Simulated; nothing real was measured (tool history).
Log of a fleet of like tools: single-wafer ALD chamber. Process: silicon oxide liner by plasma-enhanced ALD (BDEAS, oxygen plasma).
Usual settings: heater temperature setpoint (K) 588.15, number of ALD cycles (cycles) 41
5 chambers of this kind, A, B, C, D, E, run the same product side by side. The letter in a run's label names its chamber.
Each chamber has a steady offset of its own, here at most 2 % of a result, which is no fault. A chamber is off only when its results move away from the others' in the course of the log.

run	hour	heater temperature setpoint (K)	number of ALD cycles (cycles)	hours since the last thermocouple change	read-back reference wafer on the same gauge, thickness_nm	mean film thickness on the monitor wafer (nm)
1C	4.7	588.15	41	1515.2	4.0214	3.7202
2B	11.3	588.15	41	2124.6	4.0214	3.6702
3D	16.1	588.15	41	547.7	4.0228	3.6952
4A	21.8	588.15	41	1015.7	4.023	3.7458
5E	25.6	588.15	41	248.9	4.0232	3.7064
6E	31.7	588.15	41	255	4.0232	3.7033
7B	35.5	588.15	41	2148.8	4.0246	3.6849
8C	41.7	588.15	41	1552.2	4.0257	3.7245
9D	48.1	588.15	44	579.7	4.026	3.9621
10A	53.5	588.15	44	1047.4	4.0282	4.0145
11E	59.7	588.15	44	283	4.0274	3.9748
12A	67.2	588.15	44	1061.1	4.0277	4.0201
13B	71	588.15	44	2184.3	4.0288	3.9622
14D	76.6	588.15	41	608.2	4.029	3.6955
15C	84.7	588.15	41	1595.2	4.0308	3.7207
16E	91.7	588.15	41	315	4.0323	3.7066
17B	97.8	588.15	41	2211.1	4.033	3.6902
18C	104.8	588.15	41	1615.3	4.0332	3.7385
19D	109	588.15	41	640.6	4.0336	3.7106
20A	116.6	575.15	41	1110.5	4.0343	3.8256
21B	124.2	575.15	41	2237.5	4.0353	3.7614
22A	132	575.15	41	1125.9	4.037	3.8183
23D	138.2	575.15	41	669.8	4.0382	3.7815
24E	144.5	575.15	41	367.8	4.0394	3.783
25C	151.1	588.15	41	1661.6	4.0392	3.7426
26D	159.1	588.15	41	690.7	4.0409	3.7159
27A	163.3	588.15	41	1157.2	4.0412	3.7474
28E	167.3	588.15	41	390.6	4.042	3.7079
29C	174.3	588.15	41	1684.8	4.0414	3.7382
30B	181.7	588.15	41	2295	4.044	3.7044

All 5 chambers run these settings next. Forecast each chamber's results:
31A	187.7	588.15	37			?
31B	187.7	588.15	37			?
31C	187.7	588.15	37			?
31D	187.7	588.15	37			?
31E	187.7	588.15	37			?

run	mean film thickness on the monitor wafer (nm)
31A	3.3924
31B	3.3343
31C	3.3818
31D	3.3489
31E	3.3566

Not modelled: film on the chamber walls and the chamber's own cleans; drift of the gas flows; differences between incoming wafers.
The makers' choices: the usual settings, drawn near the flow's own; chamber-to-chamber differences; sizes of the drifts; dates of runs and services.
